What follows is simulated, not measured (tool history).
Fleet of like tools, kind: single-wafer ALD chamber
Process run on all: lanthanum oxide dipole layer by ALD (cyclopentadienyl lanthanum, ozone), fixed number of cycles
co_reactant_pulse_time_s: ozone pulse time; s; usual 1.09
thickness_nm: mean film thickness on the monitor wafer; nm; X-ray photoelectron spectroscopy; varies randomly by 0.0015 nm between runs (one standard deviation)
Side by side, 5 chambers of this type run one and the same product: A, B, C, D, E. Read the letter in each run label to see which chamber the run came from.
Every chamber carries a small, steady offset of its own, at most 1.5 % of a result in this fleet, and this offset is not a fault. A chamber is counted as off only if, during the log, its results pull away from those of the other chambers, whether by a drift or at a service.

run   hour  co_reactant_pulse_time_s  hours since the last thermocouple change  hours since the last ozone generator service  read-back reference wafer on the same gauge, thickness_nm  thickness_nm
 1A    8.7                      1.09                                     165.0                                         198.5                                                    0.46617       0.52060
 2E   15.0                      1.09                                    1638.1                                         768.8                                                    0.46606       0.50948
 3C   23.5                      1.09                                     704.6                                         568.4                                                    0.46617       0.51566
 4D   30.9                      1.09                                    1153.2                                         454.8                                                    0.46590       0.51156
 5B   37.4                      1.09                                    1364.9                                        1421.4                                                    0.46615       0.51351
 6E   46.5                      1.09                                    1669.6                                         800.3                                                    0.46580       0.51033
 7D   52.6                      1.09                                    1174.9                                         476.5                                                    0.46582       0.51414
 8A   58.3                      1.09                                     214.6                                         248.1                                                    0.46584       0.51625
 9C   65.3                      0.89                                     746.4                                         610.2                                                    0.46618       0.47868
10B   72.1                      0.89                                    1399.6                                        1456.1                                                    0.46587       0.48620
11D   79.5                      0.89                                    1201.8                                         503.4                                                    0.46622       0.48175
12E   88.3                      0.89                                    1711.4                                         842.1                                                    0.46635       0.47733
13B   96.7                      0.89                                    1424.2                                        1480.7                                                    0.46610       0.48446
14C  105.4                      1.09                                     786.5                                         650.3                                                    0.46605       0.51377
15A  112.6                      1.09                                     268.9                                         302.4                                                    0.46603       0.52129
16E  119.3                      1.09                                    1742.4                                         873.1                                                    0.46618       0.51052
17B  123.8                      1.09                                    1451.3                                        1507.8                                                    0.46618       0.51742
18D  128.8                      1.09                                    1251.1                                         552.7                                                    0.46578       0.51226
19A  137.3                      1.09                                     293.6                                         327.1                                                    0.46586       0.52019
20C  143.1                      1.09                                     824.2                                         688.0                                                    0.46605       0.51804
21D  149.4                      1.09                                    1271.7                                         573.3                                                    0.46565       0.51116
22C  156.2                      1.09                                     837.3                                         701.1                                                    0.46595       0.51465
23A  160.6                      1.09                                     316.9                                         350.4                                                    0.46613       0.52077
24E  164.7                      1.45                                    1787.8                                         918.5                                                    0.46636       0.54195
25B  171.9                      1.45                                    1499.4                                        1555.9                                                    0.46616       0.55078
     173.2  -- chamber B: ozone generator serviced
26A  176.9                      1.45                                     333.2                                         366.7                                                    0.46627       0.55048
27D  184.0                      1.45                                    1306.3                                         607.9                                                    0.46590       0.54564
     188.5  -- chamber C: ozone generator serviced
28B  189.4                      1.45                                    1516.9                                          16.2                                                    0.46607       0.54807
29E  193.8                      1.09                                    1816.9                                         947.6                                                    0.46609       0.51158
30C  199.7                      0.92                                     880.8                                          11.3                                                    0.46634       0.49074
31B  207.7                      0.92                                    1535.2                                          34.5                                                    0.46584       0.49060
32E  215.7                      0.92                                    1838.8                                         969.5                                                    0.46580       0.48105
33C  220.7                      0.92                                     901.8                                          32.3                                                    0.46599       0.49041
34A  229.5                      0.92                                     385.8                                         419.3                                                    0.46598       0.49437
35D  234.5                      1.09                                    1356.8                                         658.4                                                    0.46580       0.51071
36A  241.3                      0.91                                     397.6                                         431.1                                                    0.46587       0.48649
37E  247.6                      0.91                                    1870.7                                        1001.4                                                    0.46581       0.48252
38C  252.9                      0.91                                     934.0                                          64.5                                                    0.46615       0.48793
39D  257.6                      0.91                                    1379.9                                         681.5                                                    0.46572       0.48208
40B  262.1                      0.91                                    1589.6                                          88.9                                                    0.46587       0.49098
41C  270.2                      1.09                                     951.3                                          81.8                                                    0.46608       0.51656

All 5 chambers run these settings next. Forecast each chamber's results:
42A  276.8                      1.51                                                                                                                                                                ?
42B  276.8                      1.51                                                                                                                                                                ?
42C  276.8                      1.51                                                                                                                                                                ?
42D  276.8                      1.51                                                                                                                                                                ?
42E  276.8                      1.51                                                                                                                                                                ?

run  thickness_nm
42A       0.55581
42B       0.55329
42C       0.55577
42D       0.54726
42E       0.54701

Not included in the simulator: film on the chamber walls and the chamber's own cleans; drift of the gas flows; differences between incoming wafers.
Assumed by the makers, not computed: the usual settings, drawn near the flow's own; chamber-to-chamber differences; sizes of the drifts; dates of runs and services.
